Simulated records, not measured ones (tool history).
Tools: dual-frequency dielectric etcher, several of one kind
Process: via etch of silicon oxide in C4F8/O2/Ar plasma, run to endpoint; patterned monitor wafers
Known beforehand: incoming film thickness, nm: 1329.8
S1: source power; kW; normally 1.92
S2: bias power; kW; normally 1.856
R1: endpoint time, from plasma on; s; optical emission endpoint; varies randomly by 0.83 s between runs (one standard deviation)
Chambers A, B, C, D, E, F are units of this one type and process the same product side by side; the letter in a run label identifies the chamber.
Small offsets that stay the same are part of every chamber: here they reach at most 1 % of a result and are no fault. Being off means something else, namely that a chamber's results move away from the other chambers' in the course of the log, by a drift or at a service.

run	hour	S1	S2	R1
1B	5.7	1.92	1.856	272.61
2A	13.6	1.92	1.856	273.18
3C	24.7	1.92	1.856	271.78
4F	30.2	1.92	1.856	272.74
5D	41.9	1.92	1.856	273.98
6E	52.5	2.34	2.31	237.6
7F	59.3	2.34	2.31	236.23
8D	69	2.34	2.31	238.1
9A	77.4	2.34	2.31	237.27
10B	87	2.34	2.31	236.53
11C	95.1	2.34	2.31	235.73
12E	102	1.92	1.856	273.5
13A	108.2	1.92	1.856	274.43
14C	119	1.92	1.856	272.2
15F	130.7	1.54	1.856	296.34
# hour 134.7: chamber D: wet clean of the chamber
16B	142.5	1.54	1.856	298.3
17D	152.3	1.54	1.856	299.79
18E	162.7	1.54	1.856	299.89
19A	172.2	1.54	1.856	296.92
# hour 172.4: chamber A: wet clean of the chamber
20E	183.8	1.54	1.856	299.11
# hour 187.8: chamber C: wet clean of the chamber
21F	192.6	1.92	1.856	272.43
22C	198	1.92	1.856	270.46
23B	205	1.64	2.244	275.64
24D	212.6	1.64	2.244	276.99
25B	219.6	1.64	2.244	272.6
26F	225.5	1.64	2.244	275.33
27C	232.7	1.64	2.244	274.62
28E	244.6	1.64	2.244	275.2
29A	252.8	2.35	1.856	252.73
30D	261.4	2.35	1.856	251.72
31C	267.1	2.35	1.856	250.27
32E	277.4	2.35	1.856	252.82
# hour 282.1: chamber B: wet clean of the chamber
33D	288.9	2.35	1.856	250.97
34B	299.5	2.35	1.856	251.09
35F	311.6	1.92	1.856	273.77
36A	323.8	1.92	1.856	274.47

Does one chamber stand apart from the rest, does the shared gauge drift, or is all well apart from small per-chamber offsets? Give the chamber and the most likely cause, where there is one.

Neither any chamber nor the gauge drifts; the chambers differ only by their own small, steady offsets.

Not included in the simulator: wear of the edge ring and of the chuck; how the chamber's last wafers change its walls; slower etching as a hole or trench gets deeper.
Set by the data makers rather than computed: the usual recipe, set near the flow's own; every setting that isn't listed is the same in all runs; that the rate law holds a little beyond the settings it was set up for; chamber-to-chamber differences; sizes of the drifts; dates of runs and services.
